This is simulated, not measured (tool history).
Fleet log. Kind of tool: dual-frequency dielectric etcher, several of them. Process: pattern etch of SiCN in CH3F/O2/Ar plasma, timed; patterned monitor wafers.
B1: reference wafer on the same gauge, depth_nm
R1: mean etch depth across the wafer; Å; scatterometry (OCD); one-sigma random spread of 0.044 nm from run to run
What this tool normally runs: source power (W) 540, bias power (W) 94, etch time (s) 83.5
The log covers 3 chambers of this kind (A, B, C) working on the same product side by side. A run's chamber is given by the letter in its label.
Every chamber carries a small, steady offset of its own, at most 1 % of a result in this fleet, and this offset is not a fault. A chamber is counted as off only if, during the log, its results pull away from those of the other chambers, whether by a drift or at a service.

Run 1C, hour 4.6: usual settings; B1 32.498. Result: R1 387.79 Å.
Run 2A, hour 9.2: usual settings; B1 32.499. Result: R1 387.53 Å.
Run 3B, hour 15.1: usual settings; B1 32.484. Result: R1 383.62 Å.
Run 4C, hour 19.2: usual settings; B1 32.486. Result: R1 387.56 Å.
Run 5B, hour 23.4: usual settings; B1 32.476. Result: R1 383.66 Å.
Run 6A, hour 29.6: usual settings; B1 32.482. Result: R1 387.16 Å.
Run 7C, hour 37.1: usual settings; B1 32.478. Result: R1 387.32 Å.
Run 8A, hour 43: usual settings; B1 32.48. Result: R1 387.37 Å.
Run 9B, hour 48.2: usual settings; B1 32.456. Result: R1 384.45 Å.
Run 10C, hour 55.4: usual settings but etch time (s) 63.5; B1 32.466. Result: R1 294.25 Å.
Run 11B, hour 60: usual settings but etch time (s) 63.5; B1 32.448. Result: R1 291.7 Å.
Run 12A, hour 67.4: usual settings but etch time (s) 63.5; B1 32.459. Result: R1 294.07 Å.
Run 13B, hour 73.8: usual settings; B1 32.44. Result: R1 382.81 Å.
Run 14A, hour 79.1: usual settings but bias power (W) 84; B1 32.446. Result: R1 371.92 Å.
Run 15C, hour 83.8: usual settings but bias power (W) 84; B1 32.432. Result: R1 371.11 Å.
Run 16C, hour 90.2: usual settings but bias power (W) 84; B1 32.44. Result: R1 371.46 Å.
Run 17A, hour 96.6: usual settings; B1 32.435. Result: R1 387.22 Å.
Run 18B, hour 101.7: usual settings; B1 32.428. Result: R1 382.89 Å.
Run 19B, hour 106.2: usual settings; B1 32.419. Result: R1 383.42 Å.
Run 20C, hour 110.3: usual settings; B1 32.42. Result: R1 386.55 Å.
Run 21A, hour 115.9: usual settings; B1 32.418. Result: R1 387.2 Å.
Run 22B, hour 120.4: usual settings; B1 32.418. Result: R1 383.41 Å.
Run 23C, hour 128.2: usual settings; B1 32.406. Result: R1 387.01 Å.
Run 24A, hour 132.4: usual settings; B1 32.399. Result: R1 386.52 Å.
Run 25C, hour 136.5: usual settings; B1 32.396. Result: R1 387.09 Å.
Run 26B, hour 142.7: usual settings; B1 32.393. Result: R1 382.64 Å.
Run 27A, hour 150.1: usual settings; B1 32.395. Result: R1 386.66 Å.
Run 28B, hour 153.7: usual settings; B1 32.39. Result: R1 382.37 Å.
Run 29A, hour 157.2: usual settings; B1 32.392. Result: R1 386.3 Å.
Run 30C, hour 161.2: usual settings; B1 32.394. Result: R1 386.15 Å.
Run 31A, hour 168.1: usual settings; B1 32.379. Result: R1 385.85 Å.
Run 32C, hour 172: usual settings; B1 32.374. Result: R1 385.81 Å.
Run 33B, hour 177.1: usual settings but etch time (s) 75; B1 32.376. Result: R1 343.44 Å.
Run 34A, hour 181: usual settings but etch time (s) 75; B1 32.375. Result: R1 347.15 Å.
Run 35B, hour 187: usual settings but etch time (s) 75; B1 32.359. Result: R1 343.18 Å.
Run 36C, hour 190.8: usual settings; B1 32.361. Result: R1 385.92 Å.
Run 37A, hour 195.4: usual settings; B1 32.359. Result: R1 386.19 Å.
Run 38C, hour 202.9: usual settings; B1 32.361. Result: R1 385.97 Å.
Run 39B, hour 207.8: usual settings but bias power (W) 105; B1 32.351. Result: R1 398.45 Å.

The same settings go to every chamber for the next run, one line per chamber below. Forecast the results for each:
Run 40A, hour 213.3: usual settings. Result: R1 ?.
Run 40B, hour 213.3: usual settings. Result: R1 ?.
Run 40C, hour 213.3: usual settings. Result: R1 ?.

run      R1
40A  385.69
40B  381.78
40C  385.46
